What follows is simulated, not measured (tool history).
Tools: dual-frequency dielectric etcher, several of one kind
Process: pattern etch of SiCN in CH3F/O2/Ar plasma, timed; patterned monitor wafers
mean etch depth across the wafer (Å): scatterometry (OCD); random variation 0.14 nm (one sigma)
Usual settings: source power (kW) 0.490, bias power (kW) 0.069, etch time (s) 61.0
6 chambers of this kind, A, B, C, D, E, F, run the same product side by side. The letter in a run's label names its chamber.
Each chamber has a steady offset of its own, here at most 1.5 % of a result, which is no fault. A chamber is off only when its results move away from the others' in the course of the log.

| run | hour | source power (kW) | bias power (kW) | etch time (s) | hours since the last wet clean | hours since the last source power generator calibration | hours since the last bias power generator calibration | read-back reference wafer on the same gauge, depth_nm | mean etch depth across the wafer (Å) |
|---|---|---|---|---|---|---|---|---|---|
| 1B | 5.1 | 0.490 | 0.069 | 61.0 | 468.0 | 1391.1 | 4050.5 | 29.135 | 244.67 |
| 2F | 9.9 | 0.490 | 0.069 | 61.0 | 41.4 | 489.2 | 1225.5 | 29.091 | 246.14 |
| 3E | 13.7 | 0.490 | 0.069 | 61.0 | 289.5 | 769.1 | 2465.4 | 29.091 | 244.19 |
| 4A | 17.4 | 0.490 | 0.069 | 61.0 | 376.4 | 73.1 | 1331.4 | 29.071 | 246.59 |
| 5C | 20.2 | 0.490 | 0.069 | 61.0 | 234.3 | 3230.1 | 807.7 | 29.113 | 240.31 |
| 6D | 24.1 | 0.490 | 0.069 | 61.0 | 472.2 | 406.1 | 1370.0 | 29.150 | 238.67 |
|  | 25.4 | chamber D: wet clean of the chamber |
| 7E | 29.3 | 0.490 | 0.069 | 61.0 | 305.1 | 784.7 | 2481.0 | 29.074 | 247.37 |
| 8B | 34.3 | 0.490 | 0.069 | 61.0 | 497.2 | 1420.3 | 4079.7 | 29.092 | 243.28 |
| 9F | 37.3 | 0.490 | 0.069 | 61.0 | 68.8 | 516.6 | 1252.9 | 29.087 | 244.23 |
|  | 41.2 | chamber B: wet clean of the chamber |
| 10A | 42.0 | 0.490 | 0.069 | 61.0 | 401.0 | 97.7 | 1356.0 | 29.098 | 246.60 |
| 11C | 46.7 | 0.490 | 0.069 | 61.0 | 260.8 | 3256.6 | 834.2 | 29.098 | 242.15 |
| 12D | 50.0 | 0.490 | 0.069 | 61.0 | 24.7 | 432.0 | 1395.9 | 29.131 | 240.73 |
| 13E | 53.7 | 0.490 | 0.069 | 61.0 | 329.5 | 809.1 | 2505.4 | 29.131 | 244.52 |
| 14F | 58.1 | 0.490 | 0.069 | 61.0 | 89.6 | 537.4 | 1273.7 | 29.110 | 247.81 |
| 15B | 63.6 | 0.490 | 0.069 | 61.0 | 22.4 | 1449.6 | 4109.0 | 29.106 | 244.15 |
| 16C | 66.6 | 0.540 | 0.069 | 69.0 | 280.7 | 3276.5 | 854.1 | 29.102 | 283.65 |
| 17D | 69.2 | 0.540 | 0.069 | 69.0 | 43.9 | 451.2 | 1415.1 | 29.126 | 285.60 |
| 18A | 73.2 | 0.540 | 0.069 | 69.0 | 432.2 | 128.9 | 1387.2 | 29.076 | 283.54 |
| 19E | 77.7 | 0.540 | 0.069 | 69.0 | 353.5 | 833.1 | 2529.4 | 29.098 | 290.44 |
| 20C | 83.3 | 0.540 | 0.069 | 69.0 | 297.4 | 3293.2 | 870.8 | 29.071 | 285.37 |
| 21B | 87.9 | 0.540 | 0.069 | 69.0 | 46.7 | 1473.9 | 4133.3 | 29.109 | 286.79 |
| 22D | 91.5 | 0.490 | 0.069 | 61.0 | 66.2 | 473.5 | 1437.4 | 29.072 | 240.80 |
| 23F | 94.4 | 0.490 | 0.069 | 61.0 | 125.9 | 573.7 | 1310.0 | 29.116 | 243.63 |
| 24A | 98.9 | 0.490 | 0.069 | 61.0 | 457.9 | 154.6 | 1412.9 | 29.133 | 245.04 |
|  | 101.4 | chamber A: wet clean of the chamber |
| 25B | 104.3 | 0.490 | 0.069 | 61.0 | 63.1 | 1490.3 | 4149.7 | 29.088 | 243.60 |
| 26E | 109.2 | 0.400 | 0.069 | 61.0 | 385.0 | 864.6 | 2560.9 | 29.096 | 227.57 |
| 27F | 112.6 | 0.400 | 0.069 | 61.0 | 144.1 | 591.9 | 1328.2 | 29.109 | 227.84 |
| 28C | 115.3 | 0.400 | 0.069 | 61.0 | 329.4 | 3325.2 | 902.8 | 29.135 | 225.32 |
| 29A | 120.7 | 0.400 | 0.069 | 61.0 | 19.4 | 176.4 | 1434.7 | 29.084 | 225.83 |
| 30D | 125.4 | 0.400 | 0.069 | 61.0 | 100.1 | 507.4 | 1471.3 | 29.082 | 223.44 |
| 31D | 129.8 | 0.400 | 0.069 | 61.0 | 104.5 | 511.8 | 1475.7 | 29.127 | 226.25 |
| 32B | 133.6 | 0.490 | 0.069 | 61.0 | 92.4 | 1519.6 | 4179.0 | 29.111 | 243.10 |
| 33A | 136.1 | 0.490 | 0.069 | 61.0 | 34.8 | 191.8 | 1450.1 | 29.100 | 245.32 |
| 34E | 141.5 | 0.490 | 0.069 | 61.0 | 417.3 | 896.9 | 2593.2 | 29.079 | 247.32 |
| 35C | 145.6 | 0.490 | 0.069 | 61.0 | 359.7 | 3355.5 | 933.1 | 29.073 | 243.50 |
| 36F | 148.2 | 0.390 | 0.069 | 67.5 | 179.7 | 627.5 | 1363.8 | 29.070 | 247.18 |
| 37F | 151.3 | 0.390 | 0.069 | 67.5 | 182.8 | 630.6 | 1366.9 | 29.163 | 248.78 |
| 38E | 155.4 | 0.390 | 0.069 | 67.5 | 431.2 | 910.8 | 2607.1 | 29.044 | 248.28 |
| 39B | 157.9 | 0.390 | 0.069 | 67.5 | 116.7 | 1543.9 | 4203.3 | 29.106 | 249.42 |
| 40A | 162.9 | 0.390 | 0.069 | 67.5 | 61.6 | 218.6 | 1476.9 | 29.071 | 249.78 |
| 41D | 165.4 | 0.390 | 0.069 | 67.5 | 140.1 | 547.4 | 1511.3 | 29.076 | 247.38 |

All 6 chambers run these settings next. Forecast each chamber's results:
| 42A | 169.4 | 0.490 | 0.069 | 61.0 |  |  |  |  | ? |
| 42B | 169.4 | 0.490 | 0.069 | 61.0 |  |  |  |  | ? |
| 42C | 169.4 | 0.490 | 0.069 | 61.0 |  |  |  |  | ? |
| 42D | 169.4 | 0.490 | 0.069 | 61.0 |  |  |  |  | ? |
| 42E | 169.4 | 0.490 | 0.069 | 61.0 |  |  |  |  | ? |
| 42F | 169.4 | 0.490 | 0.069 | 61.0 |  |  |  |  | ? |

| run | mean etch depth across the wafer (Å) |
|---|---|
| 42A | 242.88 |
| 42B | 242.74 |
| 42C | 242.07 |
| 42D | 242.20 |
| 42E | 247.09 |
| 42F | 247.11 |
